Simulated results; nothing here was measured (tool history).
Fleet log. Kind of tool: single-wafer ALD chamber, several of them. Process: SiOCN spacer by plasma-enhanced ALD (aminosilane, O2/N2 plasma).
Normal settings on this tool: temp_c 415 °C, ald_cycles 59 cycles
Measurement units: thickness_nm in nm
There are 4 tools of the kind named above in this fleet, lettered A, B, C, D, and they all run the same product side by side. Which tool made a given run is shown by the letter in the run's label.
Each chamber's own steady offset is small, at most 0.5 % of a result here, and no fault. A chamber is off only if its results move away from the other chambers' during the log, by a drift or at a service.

run,hour,temp_c,ald_cycles,hours since the last thermocouple change,"read-back reference wafer on the same gauge, thickness_nm",thickness_nm
1B,4.0,415,59,892.7,3.4503,3.3849
2A,8.9,415,59,835.6,3.4495,3.4155
3C,14.9,415,59,589.2,3.4493,3.3736
4D,20.1,415,59,774.0,3.4485,3.4059
5C,25.5,415,59,599.8,3.4464,3.3812
6D,28.6,415,59,782.5,3.4465,3.3962
7B,33.2,415,59,921.9,3.4473,3.3796
8A,38.6,415,59,865.3,3.4465,3.4074
9C,43.4,415,59,617.7,3.4442,3.3758
10D,47.9,415,59,801.8,3.4439,3.3983
11A,51.0,415,59,877.7,3.4452,3.4184
12B,55.6,415,59,944.3,3.4438,3.3734
13B,61.0,415,59,949.7,3.4426,3.3748
14C,66.5,415,59,640.8,3.4431,3.3740
15D,72.1,415,59,826.0,3.4414,3.3905
16A,76.3,415,59,903.0,3.4410,3.4096
17C,81.9,415,59,656.2,3.4412,3.3775
18A,87.3,415,59,914.0,3.4397,3.4127
19D,92.0,430,53,845.9,3.4392,2.8986
20B,95.2,430,53,983.9,3.4394,2.8806
21D,100.9,430,53,854.8,3.4384,2.9073
22B,106.5,430,53,995.2,3.4387,2.8827
23A,111.4,415,59,938.1,3.4386,3.4042
24C,114.8,415,59,689.1,3.4369,3.3665
25C,119.7,415,69,694.0,3.4380,3.9401
26D,122.4,415,69,876.3,3.4371,3.9654
27B,126.6,415,69,1015.3,3.4353,3.9418
28A,132.5,415,69,959.2,3.4348,3.9772
29A,138.4,415,59,965.1,3.4352,3.4132
30B,142.4,415,59,1031.1,3.4340,3.3704
31C,147.0,415,59,721.3,3.4346,3.3668
32D,150.5,415,59,904.4,3.4340,3.3734

All chambers now run identical settings, listed one chamber a line with results as question marks. What results will each chamber show?
33A,154.8,415,68,,,?
33B,154.8,415,68,,,?
33C,154.8,415,68,,,?
33D,154.8,415,68,,,?

run,thickness_nm
33A,3.9230
33B,3.8775
33C,3.8733
33D,3.8964
